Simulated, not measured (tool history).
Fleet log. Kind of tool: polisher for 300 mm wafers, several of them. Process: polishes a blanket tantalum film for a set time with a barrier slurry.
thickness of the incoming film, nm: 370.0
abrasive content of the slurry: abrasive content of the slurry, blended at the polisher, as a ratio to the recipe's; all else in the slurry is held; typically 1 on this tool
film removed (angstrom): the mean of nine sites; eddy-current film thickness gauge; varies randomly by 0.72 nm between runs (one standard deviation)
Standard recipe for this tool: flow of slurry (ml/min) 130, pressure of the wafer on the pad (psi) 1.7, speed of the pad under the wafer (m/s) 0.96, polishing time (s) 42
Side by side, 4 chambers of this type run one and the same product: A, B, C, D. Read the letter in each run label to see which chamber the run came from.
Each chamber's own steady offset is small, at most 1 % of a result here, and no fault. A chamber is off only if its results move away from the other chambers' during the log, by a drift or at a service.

| run | hour | flow of slurry (ml/min) | pressure of the wafer on the pad (psi) | speed of the pad under the wafer (m/s) | abrasive content of the slurry | polishing time (s) | film removed (angstrom) |
|---|---|---|---|---|---|---|---|
| 1B | 7.9 | 130 | 1.7 | 0.96 | 1 | 42 | 658.38 |
|  | 12.2 | chamber B: worn pad replaced by a new one |
|  | 17.6 | chamber C: worn pad replaced by a new one |
| 2C | 17.7 | 130 | 1.7 | 0.96 | 1 | 42 | 641.14 |
| 3D | 22.8 | 130 | 1.7 | 0.96 | 1 | 42 | 647.8 |
|  | 32.3 | chamber D: worn pad replaced by a new one |
| 4A | 32.3 | 130 | 1.7 | 0.96 | 1 | 42 | 647.27 |
| 5C | 39.2 | 130 | 1.7 | 0.96 | 1 | 42 | 643.82 |
|  | 40.2 | chamber D: head pressure recalibrated |
| 6D | 45.4 | 130 | 1.7 | 0.96 | 1 | 42 | 665 |
|  | 50.2 | chamber A: head pressure recalibrated |
| 7A | 54 | 130 | 1.7 | 0.96 | 1 | 42 | 646.81 |
|  | 57.3 | chamber D: slurry blender recalibrated |
|  | 58.8 | chamber A: slurry blender recalibrated |
| 8B | 60.1 | 130 | 1.7 | 0.96 | 1 | 42 | 657.47 |
|  | 61.6 | chamber A: slurry nozzle cleaned |
| 9C | 69.7 | 130 | 1.7 | 0.96 | 1 | 42 | 633.17 |
| 10D | 78.1 | 130 | 1.7 | 0.96 | 1 | 42 | 670.51 |
|  | 80.2 | chamber A: worn pad replaced by a new one |
| 11B | 86.4 | 165 | 1.7 | 1.24 | 1 | 42 | 883.82 |
|  | 94.1 | chamber B: worn pad replaced by a new one |
| 12A | 95.7 | 165 | 1.7 | 1.24 | 1 | 42 | 906.67 |
| 13B | 105.1 | 165 | 1.7 | 1.24 | 1 | 42 | 902.03 |
|  | 108.1 | chamber D: worn pad replaced by a new one |
|  | 111.6 | chamber C: worn pad replaced by a new one |
| 14D | 114.8 | 165 | 1.7 | 1.24 | 1 | 42 | 874.65 |
|  | 123.7 | chamber D: slurry nozzle cleaned |
| 15C | 124.4 | 130 | 1.7 | 0.96 | 1 | 42 | 630.93 |
| 16A | 132 | 130 | 1.7 | 0.96 | 1 | 42 | 664.06 |
| 17D | 137.6 | 130 | 1.7 | 0.96 | 1 | 42 | 660 |
| 18C | 144.2 | 130 | 1.7 | 0.96 | 1 | 42 | 619.1 |
| 19B | 151.7 | 130 | 1.7 | 0.96 | 1 | 42 | 655.24 |
|  | 152.1 | chamber C: slurry nozzle cleaned |
|  | 153.5 | chamber C: head pressure recalibrated |
| 20A | 160.3 | 130 | 1.7 | 0.96 | 1 | 42 | 655.07 |
| 21B | 167.7 | 130 | 1.7 | 0.96 | 1 | 42 | 661.43 |
| 22C | 174.1 | 130 | 1.7 | 0.96 | 1 | 42 | 616.42 |
|  | 177.9 | chamber D: worn pad replaced by a new one |
|  | 182.3 | chamber B: worn pad replaced by a new one |
| 23D | 183.5 | 130 | 1.7 | 0.96 | 1 | 42 | 645.53 |
| 24A | 189.8 | 130 | 1.7 | 1.06 | 1 | 42 | 736.19 |
|  | 196.6 | chamber A: worn pad replaced by a new one |
| 25D | 199.1 | 130 | 1.7 | 1.06 | 1 | 42 | 744.07 |
|  | 200.6 | chamber C: worn pad replaced by a new one |
| 26C | 207.8 | 130 | 1.7 | 1.06 | 1 | 42 | 665.5 |
| 27B | 213.2 | 130 | 1.7 | 1.06 | 1 | 42 | 726.55 |
| 28A | 219.5 | 130 | 1.7 | 0.96 | 1 | 42 | 662.95 |
|  | 222.1 | chamber B: head pressure recalibrated |
| 29D | 229.8 | 130 | 1.7 | 0.96 | 1 | 42 | 651.19 |
| 30B | 238.1 | 130 | 1.7 | 0.96 | 1 | 42 | 660.35 |
|  | 244.8 | chamber D: worn pad replaced by a new one |
| 31C | 248.6 | 130 | 1.7 | 0.96 | 0.85 | 48 | 645.32 |
|  | 251.2 | chamber B: slurry blender recalibrated |
| 32A | 257.8 | 130 | 1.7 | 0.96 | 0.85 | 48 | 725.46 |
| 33B | 262.9 | 130 | 1.7 | 0.96 | 0.85 | 48 | 725.18 |
| 34A | 270.4 | 130 | 1.7 | 0.96 | 0.85 | 48 | 724.56 |
| 35D | 276.1 | 130 | 1.7 | 0.96 | 1 | 42 | 644.5 |
| 36C | 281.9 | 130 | 1.7 | 0.96 | 0.75 | 37 | 447.1 |
|  | 284.6 | chamber B: worn pad replaced by a new one |
| 37C | 288.8 | 130 | 1.7 | 0.96 | 0.75 | 37 | 451.25 |
| 38B | 298.4 | 130 | 1.7 | 0.96 | 0.75 | 37 | 530.61 |

Is one chamber off against the others, does the gauge drift, or is nothing wrong? If a chamber is off, say which, and what the likeliest cause is.

Little by little, chamber C moves away from the other chambers.
Most likely cause: abrasive missing from the slurry, % = 33.5.

Chamber C could run next with any of the 4 candidate recipes listed below; each alters the usual settings, and their results appear as question marks. Which one brings its results back in line with what the other chambers deliver on the usual settings?
In line means no further than this from the other chambers' mean on the usual settings: film removed (angstrom) 25
| 39C-1 | 306.2 | 125 | 1.5 | 0.96 | 0.95 | 42 | ? |
| 39C-2 | 306.2 | 130 | 1.7 | 0.94 | 1 | 41 | ? |
| 39C-3 | 306.2 | 130 | 1.8 | 1.04 | 1 | 42 | ? |
| 39C-4 | 306.2 | 130 | 1.7 | 0.96 | 1 | 45 | ? |

The other chambers' mean on the usual settings: film removed (angstrom) 660.39
| run | film removed (angstrom) |
|---|---|
| 39C-1 | 489.7 |
| 39C-2 | 545.69 |
| 39C-3 | 654.44 |
| 39C-4 | 611.56 |
The answer is 39C-3, which returns the chamber to within the allowed miss of the others.
